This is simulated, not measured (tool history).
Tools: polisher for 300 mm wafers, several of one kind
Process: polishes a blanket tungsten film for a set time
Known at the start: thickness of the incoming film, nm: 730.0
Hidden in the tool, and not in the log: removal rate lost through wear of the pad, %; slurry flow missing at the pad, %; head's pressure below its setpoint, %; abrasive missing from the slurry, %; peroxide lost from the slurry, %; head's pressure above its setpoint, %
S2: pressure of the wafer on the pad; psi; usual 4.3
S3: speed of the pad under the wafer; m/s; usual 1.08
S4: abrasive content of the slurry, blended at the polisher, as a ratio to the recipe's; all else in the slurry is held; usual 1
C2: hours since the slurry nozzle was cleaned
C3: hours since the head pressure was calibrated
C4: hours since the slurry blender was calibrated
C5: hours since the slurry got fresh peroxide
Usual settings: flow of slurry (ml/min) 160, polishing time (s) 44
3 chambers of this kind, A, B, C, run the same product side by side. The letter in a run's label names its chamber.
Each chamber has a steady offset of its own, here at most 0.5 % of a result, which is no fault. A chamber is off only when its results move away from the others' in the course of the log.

{"run": "1B", "hour": 12.0, "flow of slurry (ml/min)": 160, "S2": 4.3, "S3": 1.08, "S4": 1, "polishing time (s)": 44, "wafers polished on this pad": 540, "C2": 153.3, "C3": 1115.2, "C4": 173.6, "C5": 22.4, "film removed (nm)": 212.5}
{"run": "2A", "hour": 25.9, "flow of slurry (ml/min)": 160, "S2": 4.3, "S3": 1.08, "S4": 1, "polishing time (s)": 44, "wafers polished on this pad": 446, "C2": 259.5, "C3": 87.1, "C4": 124.7, "C5": 52.8, "film removed (nm)": 207.72}
{"hour": 31.9, "done": "chamber C: slurry tank refilled with fresh slurry and peroxide"}
{"hour": 33.3, "done": "chamber A: slurry tank refilled with fresh slurry and peroxide"}
{"run": "3C", "hour": 37.5, "flow of slurry (ml/min)": 160, "S2": 4.3, "S3": 1.08, "S4": 1, "polishing time (s)": 44, "wafers polished on this pad": 901, "C2": 485.2, "C3": 215.0, "C4": 122.0, "C5": 5.7, "film removed (nm)": 209.99}
{"hour": 46.5, "done": "chamber C: slurry nozzle cleaned"}
{"run": "4C", "hour": 50.0, "flow of slurry (ml/min)": 160, "S2": 4.3, "S3": 1.08, "S4": 1, "polishing time (s)": 44, "wafers polished on this pad": 1044, "C2": 3.6, "C3": 227.5, "C4": 134.5, "C5": 18.2, "film removed (nm)": 206.69}
{"hour": 55.6, "done": "chamber B: worn pad replaced by a new one"}
{"run": "5B", "hour": 58.9, "flow of slurry (ml/min)": 160, "S2": 4.3, "S3": 1.08, "S4": 1, "polishing time (s)": 44, "wafers polished on this pad": 38, "C2": 200.2, "C3": 1162.1, "C4": 220.5, "C5": 69.3, "film removed (nm)": 212.27}
{"run": "6A", "hour": 72.5, "flow of slurry (ml/min)": 160, "S2": 4.3, "S3": 1.08, "S4": 1, "polishing time (s)": 44, "wafers polished on this pad": 979, "C2": 306.1, "C3": 133.7, "C4": 171.3, "C5": 39.3, "film removed (nm)": 211.85}
{"hour": 87.1, "done": "chamber A: slurry blender recalibrated"}
{"run": "7B", "hour": 87.6, "flow of slurry (ml/min)": 160, "S2": 4.3, "S3": 1.08, "S4": 1, "polishing time (s)": 44, "wafers polished on this pad": 366, "C2": 228.9, "C3": 1190.8, "C4": 249.2, "C5": 98.0, "film removed (nm)": 210.82}
{"hour": 88.4, "done": "chamber A: worn pad replaced by a new one"}
{"hour": 92.2, "done": "chamber A: slurry tank refilled with fresh slurry and peroxide"}
{"run": "8A", "hour": 100.1, "flow of slurry (ml/min)": 160, "S2": 4.3, "S3": 1.08, "S4": 1, "polishing time (s)": 31, "wafers polished on this pad": 134, "C2": 333.7, "C3": 161.3, "C4": 13.1, "C5": 7.9, "film removed (nm)": 148.34}
{"hour": 101.0, "done": "chamber B: slurry tank refilled with fresh slurry and peroxide"}
{"hour": 106.4, "done": "chamber C: slurry tank refilled with fresh slurry and peroxide"}
{"run": "9C", "hour": 115.4, "flow of slurry (ml/min)": 160, "S2": 4.3, "S3": 1.08, "S4": 1, "polishing time (s)": 31, "wafers polished on this pad": 1791, "C2": 69.0, "C3": 292.9, "C4": 199.9, "C5": 9.1, "film removed (nm)": 141.63}
{"run": "10A", "hour": 130.7, "flow of slurry (ml/min)": 160, "S2": 4.3, "S3": 1.08, "S4": 1, "polishing time (s)": 31, "wafers polished on this pad": 483, "C2": 364.3, "C3": 191.9, "C4": 43.7, "C5": 38.5, "film removed (nm)": 147.9}
{"hour": 143.5, "done": "chamber A: slurry tank refilled with fresh slurry and peroxide"}
{"hour": 145.4, "done": "chamber B: worn pad replaced by a new one"}
{"run": "11B", "hour": 146.6, "flow of slurry (ml/min)": 160, "S2": 4.3, "S3": 1.08, "S4": 1, "polishing time (s)": 44, "wafers polished on this pad": 14, "C2": 287.9, "C3": 1249.8, "C4": 308.2, "C5": 45.6, "film removed (nm)": 205.71}
{"run": "12C", "hour": 159.7, "flow of slurry (ml/min)": 160, "S2": 4.3, "S3": 1.08, "S4": 1, "polishing time (s)": 44, "wafers polished on this pad": 2298, "C2": 113.3, "C3": 337.2, "C4": 244.2, "C5": 53.4, "film removed (nm)": 196.38}
{"run": "13C", "hour": 172.5, "flow of slurry (ml/min)": 160, "S2": 4.3, "S3": 1.08, "S4": 1, "polishing time (s)": 44, "wafers polished on this pad": 2444, "C2": 126.1, "C3": 350.0, "C4": 257.0, "C5": 66.2, "film removed (nm)": 203.0}
{"hour": 177.4, "done": "chamber C: slurry tank refilled with fresh slurry and peroxide"}
{"run": "14A", "hour": 187.5, "flow of slurry (ml/min)": 160, "S2": 4.3, "S3": 1.08, "S4": 1, "polishing time (s)": 44, "wafers polished on this pad": 1132, "C2": 421.1, "C3": 248.7, "C4": 100.5, "C5": 44.0, "film removed (nm)": 207.18}
{"hour": 195.9, "done": "chamber A: slurry tank refilled with fresh slurry and peroxide"}
{"hour": 196.9, "done": "chamber A: slurry nozzle cleaned"}
{"run": "15B", "hour": 197.0, "flow of slurry (ml/min)": 160, "S2": 4.3, "S3": 1.08, "S4": 1, "polishing time (s)": 44, "wafers polished on this pad": 589, "C2": 338.3, "C3": 1300.2, "C4": 358.6, "C5": 96.0, "film removed (nm)": 205.43}
{"hour": 200.4, "done": "chamber B: head pressure recalibrated"}
{"hour": 202.6, "done": "chamber A: worn pad replaced by a new one"}
{"run": "16C", "hour": 212.5, "flow of slurry (ml/min)": 160, "S2": 4.3, "S3": 1.08, "S4": 1, "polishing time (s)": 44, "wafers polished on this pad": 2901, "C2": 166.1, "C3": 390.0, "C4": 297.0, "C5": 35.2, "film removed (nm)": 199.19}
{"hour": 218.6, "done": "chamber B: slurry blender recalibrated"}
{"run": "17A", "hour": 223.3, "flow of slurry (ml/min)": 160, "S2": 4.3, "S3": 0.94, "S4": 1, "polishing time (s)": 36, "wafers polished on this pad": 237, "C2": 26.4, "C3": 284.5, "C4": 136.3, "C5": 27.5, "film removed (nm)": 147.67}
{"hour": 224.4, "done": "chamber B: worn pad replaced by a new one"}
{"hour": 229.0, "done": "chamber B: slurry nozzle cleaned"}
{"run": "18B", "hour": 231.1, "flow of slurry (ml/min)": 160, "S2": 4.3, "S3": 0.94, "S4": 1, "polishing time (s)": 36, "wafers polished on this pad": 76, "C2": 2.1, "C3": 30.8, "C4": 12.6, "C5": 130.1, "film removed (nm)": 149.61}
{"hour": 231.3, "done": "chamber B: slurry tank refilled with fresh slurry and peroxide"}
{"run": "19C", "hour": 242.5, "flow of slurry (ml/min)": 160, "S2": 4.3, "S3": 0.94, "S4": 1, "polishing time (s)": 36, "wafers polished on this pad": 3244, "C2": 196.1, "C3": 420.0, "C4": 327.0, "C5": 65.2, "film removed (nm)": 138.22}
{"hour": 245.2, "done": "chamber A: slurry tank refilled with fresh slurry and peroxide"}
{"run": "20B", "hour": 252.6, "flow of slurry (ml/min)": 160, "S2": 4.3, "S3": 1.08, "S4": 1, "polishing time (s)": 44, "wafers polished on this pad": 322, "C2": 23.6, "C3": 52.3, "C4": 34.1, "C5": 21.3, "film removed (nm)": 206.99}
{"run": "21A", "hour": 262.5, "flow of slurry (ml/min)": 160, "S2": 4.3, "S3": 1.08, "S4": 1, "polishing time (s)": 44, "wafers polished on this pad": 685, "C2": 65.6, "C3": 323.7, "C4": 175.5, "C5": 17.3, "film removed (nm)": 204.95}
{"run": "22B", "hour": 270.1, "flow of slurry (ml/min)": 160, "S2": 4.3, "S3": 1.08, "S4": 1, "polishing time (s)": 44, "wafers polished on this pad": 522, "C2": 41.1, "C3": 69.8, "C4": 51.6, "C5": 38.8, "film removed (nm)": 209.76}
{"hour": 278.3, "done": "chamber A: slurry blender recalibrated"}
{"run": "23A", "hour": 279.9, "flow of slurry (ml/min)": 160, "S2": 4.3, "S3": 1.08, "S4": 1, "polishing time (s)": 44, "wafers polished on this pad": 884, "C2": 83.0, "C3": 341.1, "C4": 1.7, "C5": 34.7, "film removed (nm)": 205.78}

What goes on in this fleet: one chamber off, a drifting gauge, or nothing beyond the chambers' own small offsets? Name the chamber and the cause, if any.

Chamber C drifts away from the others.
Cause: removal rate lost through wear of the pad, % = 8.7.
The log may not tell that from: slurry flow missing at the pad, %; head's pressure below its setpoint, %; abrasive missing from the slurry, %.

Here are 4 candidates for chamber C's next run, each the usual settings with a change, their results left as question marks. Which one brings its results back in line with what the others give on the usual settings?
In line means no further than this from the other chambers' mean on the usual settings: film removed (nm) 7.70
{"run": "24C-1", "hour": 291.5, "flow of slurry (ml/min)": 155, "S2": 4.3, "S3": 1.08, "S4": 1, "polishing time (s)": 37, "film removed (nm)": "?"}
{"run": "24C-2", "hour": 291.5, "flow of slurry (ml/min)": 160, "S2": 4.2, "S3": 1.04, "S4": 1, "polishing time (s)": 43, "film removed (nm)": "?"}
{"run": "24C-3", "hour": 291.5, "flow of slurry (ml/min)": 160, "S2": 4.4, "S3": 1.12, "S4": 1, "polishing time (s)": 45, "film removed (nm)": "?"}
{"run": "24C-4", "hour": 291.5, "flow of slurry (ml/min)": 160, "S2": 4.6, "S3": 1.14, "S4": 1, "polishing time (s)": 47, "film removed (nm)": "?"}

The other chambers' mean on the usual settings: film removed (nm) 208.78
run=24C-1 film_removed_(nm)=159.13
run=24C-2 film_removed_(nm)=174.95
run=24C-3 film_removed_(nm)=206.30
run=24C-4 film_removed_(nm)=229.21
24C-3 brings the chamber back in line.
